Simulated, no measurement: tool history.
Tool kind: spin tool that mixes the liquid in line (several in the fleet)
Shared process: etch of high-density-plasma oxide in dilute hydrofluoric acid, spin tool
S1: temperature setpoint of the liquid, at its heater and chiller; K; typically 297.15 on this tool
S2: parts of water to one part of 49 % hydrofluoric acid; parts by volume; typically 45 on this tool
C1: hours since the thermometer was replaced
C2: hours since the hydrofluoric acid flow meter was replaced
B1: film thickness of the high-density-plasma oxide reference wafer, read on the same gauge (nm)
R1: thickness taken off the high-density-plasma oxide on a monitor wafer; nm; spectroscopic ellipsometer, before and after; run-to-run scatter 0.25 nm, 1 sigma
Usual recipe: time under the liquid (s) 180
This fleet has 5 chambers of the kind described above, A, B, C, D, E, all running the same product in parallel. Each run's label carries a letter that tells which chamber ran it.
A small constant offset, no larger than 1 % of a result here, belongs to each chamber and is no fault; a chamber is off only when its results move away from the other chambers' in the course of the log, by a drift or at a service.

{"run": "1B", "day": 0.183, "S1": 297.15, "S2": 45, "time under the liquid (s)": 180, "C1": 348.8, "C2": 9.1, "B1": 79.996, "R1": 25.634}
{"run": "2C", "day": 0.512, "S1": 297.15, "S2": 45, "time under the liquid (s)": 180, "C1": 221.4, "C2": 619.7, "B1": 80.022, "R1": 25.496}
{"run": "3A", "day": 0.808, "S1": 297.15, "S2": 45, "time under the liquid (s)": 180, "C1": 203.1, "C2": 1661.4, "B1": 79.996, "R1": 25.76}
{"run": "4D", "day": 1.046, "S1": 297.15, "S2": 45, "time under the liquid (s)": 180, "C1": 487.5, "C2": 466.2, "B1": 80.01, "R1": 24.978}
{"run": "5E", "day": 1.267, "S1": 294.65, "S2": 60, "time under the liquid (s)": 180, "C1": 1340.2, "C2": 453.2, "B1": 79.995, "R1": 16.8}
{"run": "6A", "day": 1.521, "S1": 294.65, "S2": 60, "time under the liquid (s)": 180, "C1": 220.2, "C2": 1678.5, "B1": 80.005, "R1": 17.312}
{"run": "7B", "day": 1.683, "S1": 294.65, "S2": 60, "time under the liquid (s)": 180, "C1": 384.8, "C2": 45.1, "B1": 80.013, "R1": 16.903}
{"run": "8E", "day": 1.846, "S1": 294.65, "S2": 60, "time under the liquid (s)": 180, "C1": 1354.1, "C2": 467.1, "B1": 80.015, "R1": 16.593}
{"run": "9C", "day": 2.075, "S1": 294.65, "S2": 60, "time under the liquid (s)": 180, "C1": 258.9, "C2": 657.2, "B1": 79.979, "R1": 17.004}
{"run": "10D", "day": 2.383, "S1": 297.15, "S2": 45, "time under the liquid (s)": 180, "C1": 519.6, "C2": 498.3, "B1": 79.976, "R1": 25.459}
{"run": "11A", "day": 2.638, "S1": 297.15, "S2": 45, "time under the liquid (s)": 180, "C1": 247.0, "C2": 1705.3, "B1": 79.964, "R1": 25.328}
{"run": "12B", "day": 2.896, "S1": 295.15, "S2": 45, "time under the liquid (s)": 180, "C1": 413.9, "C2": 74.2, "B1": 79.999, "R1": 23.586}
{"run": "13E", "day": 3.183, "S1": 295.15, "S2": 45, "time under the liquid (s)": 180, "C1": 1386.2, "C2": 499.2, "B1": 80.011, "R1": 23.592}
{"run": "14C", "day": 3.525, "S1": 295.15, "S2": 45, "time under the liquid (s)": 180, "C1": 293.7, "C2": 692.0, "B1": 79.996, "R1": 23.386}
{"run": "15D", "day": 3.692, "S1": 295.15, "S2": 45, "time under the liquid (s)": 180, "C1": 551.0, "C2": 529.7, "B1": 80.007, "R1": 23.613}
{"run": "16A", "day": 3.971, "S1": 295.15, "S2": 45, "time under the liquid (s)": 180, "C1": 279.0, "C2": 1737.3, "B1": 79.984, "R1": 23.736}
{"run": "17D", "day": 4.121, "S1": 299.15, "S2": 45, "time under the liquid (s)": 130, "C1": 561.3, "C2": 540.0, "B1": 80.001, "R1": 19.981}
{"run": "18E", "day": 4.279, "S1": 299.15, "S2": 45, "time under the liquid (s)": 130, "C1": 1412.5, "C2": 525.5, "B1": 80.003, "R1": 19.965}
{"run": "19B", "day": 4.492, "S1": 299.15, "S2": 45, "time under the liquid (s)": 130, "C1": 452.2, "C2": 112.5, "B1": 80.014, "R1": 20.092}
{"run": "20C", "day": 4.696, "S1": 299.15, "S2": 45, "time under the liquid (s)": 130, "C1": 321.8, "C2": 720.1, "B1": 80.0, "R1": 19.573}
{"run": "21E", "day": 4.975, "S1": 299.15, "S2": 45, "time under the liquid (s)": 130, "C1": 1429.2, "C2": 542.2, "B1": 79.993, "R1": 20.253}
{"run": "22A", "day": 5.158, "S1": 297.15, "S2": 45, "time under the liquid (s)": 180, "C1": 307.5, "C2": 1765.8, "B1": 79.994, "R1": 25.647}
{"run": "23C", "day": 5.454, "S1": 297.15, "S2": 45, "time under the liquid (s)": 180, "C1": 340.0, "C2": 738.3, "B1": 80.011, "R1": 25.173}
{"run": "24D", "day": 5.717, "S1": 297.15, "S2": 45, "time under the liquid (s)": 180, "C1": 599.6, "C2": 578.3, "B1": 80.043, "R1": 25.953}
{"run": "25B", "day": 5.875, "S1": 297.15, "S2": 45, "time under the liquid (s)": 180, "C1": 485.4, "C2": 145.7, "B1": 80.003, "R1": 25.669}
{"run": "26A", "day": 6.025, "S1": 297.15, "S2": 45, "time under the liquid (s)": 180, "C1": 328.3, "C2": 1786.6, "B1": 80.015, "R1": 25.92}
{"run": "27D", "day": 6.338, "S1": 297.15, "S2": 45, "time under the liquid (s)": 180, "C1": 614.5, "C2": 593.2, "B1": 80.019, "R1": 26.148}
{"run": "28E", "day": 6.562, "S1": 297.15, "S2": 45, "time under the liquid (s)": 180, "C1": 1467.3, "C2": 580.3, "B1": 79.986, "R1": 25.258}
{"run": "29B", "day": 6.75, "S1": 297.15, "S2": 45, "time under the liquid (s)": 180, "C1": 506.4, "C2": 166.7, "B1": 79.993, "R1": 25.619}
{"run": "30C", "day": 7.067, "S1": 297.15, "S2": 45, "time under the liquid (s)": 180, "C1": 378.7, "C2": 777.0, "B1": 80.025, "R1": 25.329}
{"run": "31A", "day": 7.321, "S1": 297.15, "S2": 45, "time under the liquid (s)": 180, "C1": 359.4, "C2": 1817.7, "B1": 79.976, "R1": 25.621}
{"run": "32E", "day": 7.475, "S1": 297.15, "S2": 45, "time under the liquid (s)": 180, "C1": 1489.2, "C2": 602.2, "B1": 79.987, "R1": 24.92}
{"run": "33B", "day": 7.742, "S1": 297.15, "S2": 45, "time under the liquid (s)": 180, "C1": 530.2, "C2": 190.5, "B1": 80.003, "R1": 26.071}
{"run": "34C", "day": 7.971, "S1": 297.15, "S2": 45, "time under the liquid (s)": 180, "C1": 400.4, "C2": 798.7, "B1": 79.988, "R1": 25.467}
{"run": "35D", "day": 8.171, "S1": 297.15, "S2": 45, "time under the liquid (s)": 180, "C1": 658.5, "C2": 637.2, "B1": 79.992, "R1": 27.184}
{"run": "36A", "day": 8.412, "S1": 297.15, "S2": 45, "time under the liquid (s)": 180, "C1": 385.6, "C2": 1843.9, "B1": 80.016, "R1": 25.711}
{"run": "37C", "day": 8.742, "S1": 297.15, "S2": 45, "time under the liquid (s)": 180, "C1": 418.9, "C2": 817.2, "B1": 80.041, "R1": 25.309}
{"run": "38B", "day": 9.088, "S1": 297.15, "S2": 45, "time under the liquid (s)": 180, "C1": 562.5, "C2": 222.8, "B1": 79.996, "R1": 25.564}
{"run": "39D", "day": 9.242, "S1": 301.65, "S2": 45, "time under the liquid (s)": 180, "C1": 684.2, "C2": 662.9, "B1": 79.988, "R1": 32.89}
{"day": 9.283, "done": "chamber E: thermometer replaced"}
{"run": "40E", "day": 9.438, "S1": 301.65, "S2": 45, "time under the liquid (s)": 180, "C1": 3.8, "C2": 649.3, "B1": 79.969, "R1": 30.56}
{"run": "41B", "day": 9.612, "S1": 301.65, "S2": 45, "time under the liquid (s)": 180, "C1": 575.1, "C2": 235.4, "B1": 79.994, "R1": 30.555}

Is one chamber off against the others, does the gauge drift, or is nothing wrong? If a chamber is off, say which, and what the likeliest cause is.

Chamber D drifts away from the others.
Most likely cause: hydrofluoric acid flow above the setpoint (%) = 8.64.
From this log alone, it may not be told apart from: liquid hotter than its thermometer reads (K).

Below are 4 candidate recipes for chamber D's next run, each the usual settings with a change, their results shown as question marks. Which of them brings D's results back in line with what the other chambers give on the usual settings?
A result is in line if it is within this distance of the other chambers' mean on the usual settings: R1 0.880 nm
{"run": "42D-1", "day": 9.858, "S1": 297.15, "S2": 45, "time under the liquid (s)": 210, "R1": "?"}
{"run": "42D-2", "day": 9.858, "S1": 297.15, "S2": 45, "time under the liquid (s)": 165, "R1": "?"}
{"run": "42D-3", "day": 9.858, "S1": 297.15, "S2": 45, "time under the liquid (s)": 195, "R1": "?"}
{"run": "42D-4", "day": 9.858, "S1": 297.15, "S2": 45, "time under the liquid (s)": 155, "R1": "?"}

Usual-settings mean across the other chambers: R1 25.604 nm
run=42D-1 R1=32.122
run=42D-2 R1=25.239
run=42D-3 R1=29.827
run=42D-4 R1=23.709
Change 42D-2 lands the chamber within the allowed miss of the other chambers.
